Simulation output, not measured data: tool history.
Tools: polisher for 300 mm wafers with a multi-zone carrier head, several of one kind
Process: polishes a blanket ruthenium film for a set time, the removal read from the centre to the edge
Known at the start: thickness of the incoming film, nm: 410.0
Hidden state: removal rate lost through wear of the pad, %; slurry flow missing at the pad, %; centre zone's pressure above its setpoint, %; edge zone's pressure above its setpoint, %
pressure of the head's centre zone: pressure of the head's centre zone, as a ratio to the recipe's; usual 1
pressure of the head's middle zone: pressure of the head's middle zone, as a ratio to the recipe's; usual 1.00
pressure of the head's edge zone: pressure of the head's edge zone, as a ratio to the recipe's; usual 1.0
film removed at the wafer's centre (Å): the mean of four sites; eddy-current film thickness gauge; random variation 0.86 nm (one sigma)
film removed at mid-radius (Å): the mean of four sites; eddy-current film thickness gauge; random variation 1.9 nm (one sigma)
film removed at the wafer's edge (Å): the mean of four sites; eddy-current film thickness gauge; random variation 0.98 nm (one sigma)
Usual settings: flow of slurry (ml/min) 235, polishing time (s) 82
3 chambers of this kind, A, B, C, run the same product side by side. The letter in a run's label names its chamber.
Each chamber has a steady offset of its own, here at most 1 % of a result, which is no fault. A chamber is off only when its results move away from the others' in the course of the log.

| run | hour | flow of slurry (ml/min) | pressure of the head's centre zone | pressure of the head's middle zone | pressure of the head's edge zone | polishing time (s) | wafers polished on this pad | hours since the slurry nozzle was cleaned | hours since the centre zone pressure was calibrated | hours since the edge zone pressure was calibrated | film removed at the wafer's centre (Å) | film removed at mid-radius (Å) | film removed at the wafer's edge (Å) |
|---|---|---|---|---|---|---|---|---|---|---|---|---|---|
| 1A | 12.0 | 235 | 1 | 1.00 | 1.0 | 82 | 661 | 443.1 | 332.0 | 51.9 | 1252.30 | 1275.80 | 1250.70 |
|  | 15.6 | chamber A: worn pad replaced by a new one |
| 2B | 22.9 | 235 | 1 | 1.00 | 1.0 | 82 | 554 | 533.4 | 201.7 | 97.8 | 1255.80 | 1250.10 | 1294.30 |
| 3C | 37.0 | 235 | 1 | 1.00 | 1.0 | 82 | 641 | 482.2 | 384.1 | 112.6 | 1239.90 | 1230.40 | 1250.10 |
|  | 49.3 | chamber C: slurry nozzle cleaned |
|  | 51.8 | chamber B: worn pad replaced by a new one |
| 4A | 53.6 | 235 | 1 | 1.00 | 1.0 | 82 | 373 | 484.7 | 373.6 | 93.5 | 1253.80 | 1279.80 | 1263.10 |
| 5B | 66.9 | 195 | 1 | 1.00 | 1.0 | 59 | 148 | 577.4 | 245.7 | 141.8 | 882.27 | 900.44 | 885.63 |
| 6C | 82.2 | 195 | 1 | 1.00 | 1.0 | 59 | 1084 | 33.0 | 429.3 | 157.8 | 876.78 | 875.00 | 890.51 |
| 7C | 91.1 | 195 | 1 | 1.00 | 1.0 | 59 | 1172 | 41.9 | 438.2 | 166.7 | 875.48 | 856.88 | 884.16 |
|  | 92.9 | chamber A: worn pad replaced by a new one |
| 8A | 102.7 | 235 | 1 | 1.00 | 1.0 | 82 | 96 | 533.8 | 422.7 | 142.6 | 1254.20 | 1249.70 | 1267.70 |
| 9B | 113.5 | 235 | 1 | 1.00 | 1.0 | 82 | 605 | 624.0 | 292.3 | 188.4 | 1254.80 | 1258.50 | 1275.30 |
| 10B | 127.6 | 235 | 1 | 1.00 | 1.0 | 82 | 743 | 638.1 | 306.4 | 202.5 | 1255.10 | 1239.30 | 1250.70 |
|  | 129.0 | chamber C: worn pad replaced by a new one |
| 11A | 136.1 | 235 | 1 | 1.00 | 0.9 | 82 | 424 | 567.2 | 456.1 | 176.0 | 1258.00 | 1263.20 | 1182.60 |
| 12C | 144.3 | 235 | 1 | 1.00 | 0.9 | 82 | 150 | 95.1 | 491.4 | 219.9 | 1255.00 | 1219.00 | 1179.50 |
| 13B | 151.9 | 235 | 1 | 1.00 | 0.9 | 82 | 982 | 662.4 | 330.7 | 226.8 | 1265.80 | 1273.20 | 1198.30 |
|  | 155.9 | chamber B: worn pad replaced by a new one |
| 14A | 159.9 | 235 | 1 | 1.00 | 1.0 | 82 | 657 | 591.0 | 479.9 | 199.8 | 1257.10 | 1247.70 | 1258.30 |
| 15C | 173.6 | 235 | 1 | 1.00 | 1.0 | 82 | 438 | 124.4 | 520.7 | 249.2 | 1252.40 | 1226.10 | 1263.50 |
|  | 175.3 | chamber A: worn pad replaced by a new one |
| 16B | 188.4 | 235 | 1 | 1.00 | 1.0 | 82 | 319 | 698.9 | 367.2 | 263.3 | 1256.90 | 1272.70 | 1261.90 |
| 17C | 203.4 | 235 | 1 | 1.00 | 1.0 | 82 | 730 | 154.2 | 550.5 | 279.0 | 1246.90 | 1262.80 | 1257.60 |
| 18A | 213.4 | 235 | 1 | 1.00 | 1.0 | 82 | 374 | 644.5 | 533.4 | 253.3 | 1270.90 | 1251.30 | 1251.30 |
| 19A | 227.3 | 235 | 1 | 1.00 | 1.0 | 82 | 510 | 658.4 | 547.3 | 267.2 | 1251.60 | 1245.90 | 1255.60 |
|  | 231.1 | chamber B: slurry nozzle cleaned |
| 20B | 243.9 | 305 | 1 | 1.00 | 1.0 | 82 | 864 | 12.8 | 422.7 | 318.8 | 1291.50 | 1272.90 | 1290.50 |
|  | 245.7 | chamber B: worn pad replaced by a new one |
|  | 246.4 | chamber B: centre zone pressure recalibrated |
|  | 251.8 | chamber A: worn pad replaced by a new one |
| 21C | 254.3 | 305 | 1 | 1.00 | 1.0 | 82 | 1230 | 205.1 | 601.4 | 329.9 | 1305.50 | 1265.50 | 1273.10 |
| 22B | 263.7 | 305 | 1 | 1.00 | 1.0 | 82 | 176 | 32.6 | 17.3 | 338.6 | 1304.60 | 1326.60 | 1302.40 |
| 23C | 272.2 | 235 | 1 | 1.00 | 1.0 | 82 | 1405 | 223.0 | 619.3 | 347.8 | 1240.70 | 1210.90 | 1256.60 |
|  | 274.4 | chamber B: edge zone pressure recalibrated |
|  | 275.0 | chamber C: worn pad replaced by a new one |
| 24A | 287.4 | 235 | 1 | 1.00 | 1.0 | 82 | 349 | 718.5 | 607.4 | 327.3 | 1250.30 | 1261.70 | 1249.60 |
|  | 297.2 | chamber C: centre zone pressure recalibrated |
| 25A | 303.9 | 235 | 1 | 1.00 | 1.0 | 82 | 511 | 735.0 | 623.9 | 343.8 | 1254.20 | 1260.90 | 1264.20 |
| 26C | 314.9 | 235 | 1 | 1.00 | 1.0 | 82 | 392 | 265.7 | 17.8 | 390.5 | 1257.10 | 1279.90 | 1239.20 |
| 27B | 326.3 | 235 | 1 | 1.00 | 1.0 | 82 | 790 | 95.2 | 79.9 | 51.9 | 1253.10 | 1292.20 | 1271.90 |
|  | 334.9 | chamber A: worn pad replaced by a new one |
|  | 338.6 | chamber B: worn pad replaced by a new one |
| 28B | 340.5 | 235 | 1 | 1.00 | 1.0 | 82 | 19 | 109.4 | 94.1 | 66.1 | 1254.10 | 1293.10 | 1272.20 |
| 29C | 347.8 | 235 | 1 | 1.00 | 1.0 | 82 | 715 | 298.6 | 50.7 | 423.4 | 1248.50 | 1285.30 | 1273.20 |
|  | 349.1 | chamber A: slurry nozzle cleaned |
| 30A | 361.2 | 235 | 1 | 1.00 | 1.0 | 82 | 258 | 12.2 | 681.2 | 401.1 | 1258.00 | 1283.20 | 1266.80 |

Is one chamber off against the others, does the gauge drift, or is nothing wrong? If a chamber is off, say which, and what the likeliest cause is.

No chamber stands off beyond its own small offset, and the gauge holds steady.
